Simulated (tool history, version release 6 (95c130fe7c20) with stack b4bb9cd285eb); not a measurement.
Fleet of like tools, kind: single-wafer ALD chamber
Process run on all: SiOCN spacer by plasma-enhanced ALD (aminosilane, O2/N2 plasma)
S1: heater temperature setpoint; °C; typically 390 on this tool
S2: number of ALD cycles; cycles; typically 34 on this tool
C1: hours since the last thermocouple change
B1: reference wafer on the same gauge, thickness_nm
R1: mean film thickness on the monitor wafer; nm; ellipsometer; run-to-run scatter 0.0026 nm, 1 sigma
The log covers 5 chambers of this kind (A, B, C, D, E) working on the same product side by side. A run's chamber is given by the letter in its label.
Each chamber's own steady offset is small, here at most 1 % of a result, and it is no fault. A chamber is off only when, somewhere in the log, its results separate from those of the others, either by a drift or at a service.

Run 1B, hour 3.7: usual settings; C1 706.6; B1 2.0798. Result: R1 2.0378 nm.
Run 2D, hour 9.1: usual settings; C1 1020.6; B1 2.0808. Result: R1 2.0446 nm.
Run 3E, hour 14.8: usual settings; C1 2957.7; B1 2.0813. Result: R1 2.0514 nm.
Run 4C, hour 18.5: usual settings; C1 305.3; B1 2.0816. Result: R1 2.0380 nm.
Run 5A, hour 24.3: usual settings; C1 672.2; B1 2.0814. Result: R1 2.0365 nm.
At hour 27.2: chamber D: thermocouple changed; heater temperature recalibrated.
Run 6A, hour 28.1: usual settings; C1 676.0; B1 2.0817. Result: R1 2.0376 nm.
Run 7D, hour 34.1: usual settings; C1 6.9; B1 2.0817. Result: R1 2.0469 nm.
Run 8E, hour 38.3: usual settings; C1 2981.2; B1 2.0813. Result: R1 2.0574 nm.
Run 9C, hour 43.0: usual settings but S1 403 °C, S2 29 cycles; C1 329.8; B1 2.0812. Result: R1 1.7234 nm.
Run 10B, hour 46.4: usual settings but S1 403 °C, S2 29 cycles; C1 749.3; B1 2.0827. Result: R1 1.7201 nm.
Run 11A, hour 52.5: usual settings but S1 403 °C, S2 29 cycles; C1 700.4; B1 2.0824. Result: R1 1.7261 nm.
Run 12D, hour 58.2: usual settings but S1 403 °C, S2 29 cycles; C1 31.0; B1 2.0828. Result: R1 1.7315 nm.
Run 13E, hour 62.9: usual settings but S1 403 °C, S2 29 cycles; C1 3005.8; B1 2.0829. Result: R1 1.7435 nm.
Run 14B, hour 67.3: usual settings; C1 770.2; B1 2.0835. Result: R1 2.0341 nm.
Run 15C, hour 71.3: usual settings; C1 358.1; B1 2.0830. Result: R1 2.0427 nm.
Run 16D, hour 76.7: usual settings; C1 49.5; B1 2.0842. Result: R1 2.0496 nm.
Run 17E, hour 81.1: usual settings; C1 3024.0; B1 2.0841. Result: R1 2.0655 nm.
Run 18C, hour 86.4: usual settings but S2 29 cycles; C1 373.2; B1 2.0848. Result: R1 1.7424 nm.
Run 19A, hour 92.2: usual settings but S2 29 cycles; C1 740.1; B1 2.0849. Result: R1 1.7468 nm.
Run 20B, hour 96.3: usual settings but S2 29 cycles; C1 799.2; B1 2.0849. Result: R1 1.7349 nm.
Run 21E, hour 102.7: usual settings but S2 29 cycles; C1 3045.6; B1 2.0844. Result: R1 1.7622 nm.
Run 22A, hour 105.6: usual settings but S2 29 cycles; C1 753.5; B1 2.0860. Result: R1 1.7437 nm.
Run 23D, hour 109.5: usual settings; C1 82.3; B1 2.0855. Result: R1 2.0506 nm.
Run 24B, hour 113.7: usual settings; C1 816.6; B1 2.0856. Result: R1 2.0379 nm.
Run 25C, hour 119.8: usual settings; C1 406.6; B1 2.0854. Result: R1 2.0458 nm.
Run 26A, hour 124.7: usual settings; C1 772.6; B1 2.0863. Result: R1 2.0473 nm.
Run 27B, hour 129.2: usual settings; C1 832.1; B1 2.0867. Result: R1 2.0385 nm.
Run 28D, hour 133.8: usual settings; C1 106.6; B1 2.0867. Result: R1 2.0540 nm.
Run 29E, hour 137.5: usual settings; C1 3080.4; B1 2.0874. Result: R1 2.0648 nm.
Run 30C, hour 141.7: usual settings but S2 39 cycles; C1 428.5; B1 2.0876. Result: R1 2.3479 nm.
Run 31C, hour 145.2: usual settings but S2 39 cycles; C1 432.0; B1 2.0873. Result: R1 2.3491 nm.
Run 32B, hour 149.8: usual settings but S2 39 cycles; C1 852.7; B1 2.0880. Result: R1 2.3380 nm.
Run 33A, hour 155.0: usual settings but S2 39 cycles; C1 802.9; B1 2.0872. Result: R1 2.3499 nm.
Run 34E, hour 158.3: usual settings but S2 39 cycles; C1 3101.2; B1 2.0882. Result: R1 2.3678 nm.
Run 35D, hour 163.1: usual settings; C1 135.9; B1 2.0879. Result: R1 2.0513 nm.
Run 36E, hour 169.5: usual settings; C1 3112.4; B1 2.0886. Result: R1 2.0675 nm.
Run 37B, hour 173.6: usual settings; C1 876.5; B1 2.0888. Result: R1 2.0388 nm.
Run 38A, hour 178.4: usual settings; C1 826.3; B1 2.0886. Result: R1 2.0464 nm.
Run 39C, hour 182.3: usual settings; C1 469.1; B1 2.0894. Result: R1 2.0466 nm.
Run 40D, hour 187.7: usual settings; C1 160.5; B1 2.0900. Result: R1 2.0556 nm.
Run 41E, hour 194.1: usual settings; C1 3137.0; B1 2.0896. Result: R1 2.0672 nm.
Run 42A, hour 198.1: usual settings; C1 846.0; B1 2.0901. Result: R1 2.0501 nm.
Run 43C, hour 202.1: usual settings; C1 488.9; B1 2.0899. Result: R1 2.0461 nm.
Run 44D, hour 207.6: usual settings; C1 180.4; B1 2.0901. Result: R1 2.0571 nm.

One chamber off, gauge drift, or nothing amiss beyond the chambers' own small offsets? If it is a chamber, which one, and what is the likeliest cause?

The gauge drifts, so all chambers seem to drift together. No chamber is off.
Most likely cause: gauge reads high (%) = 0.52.
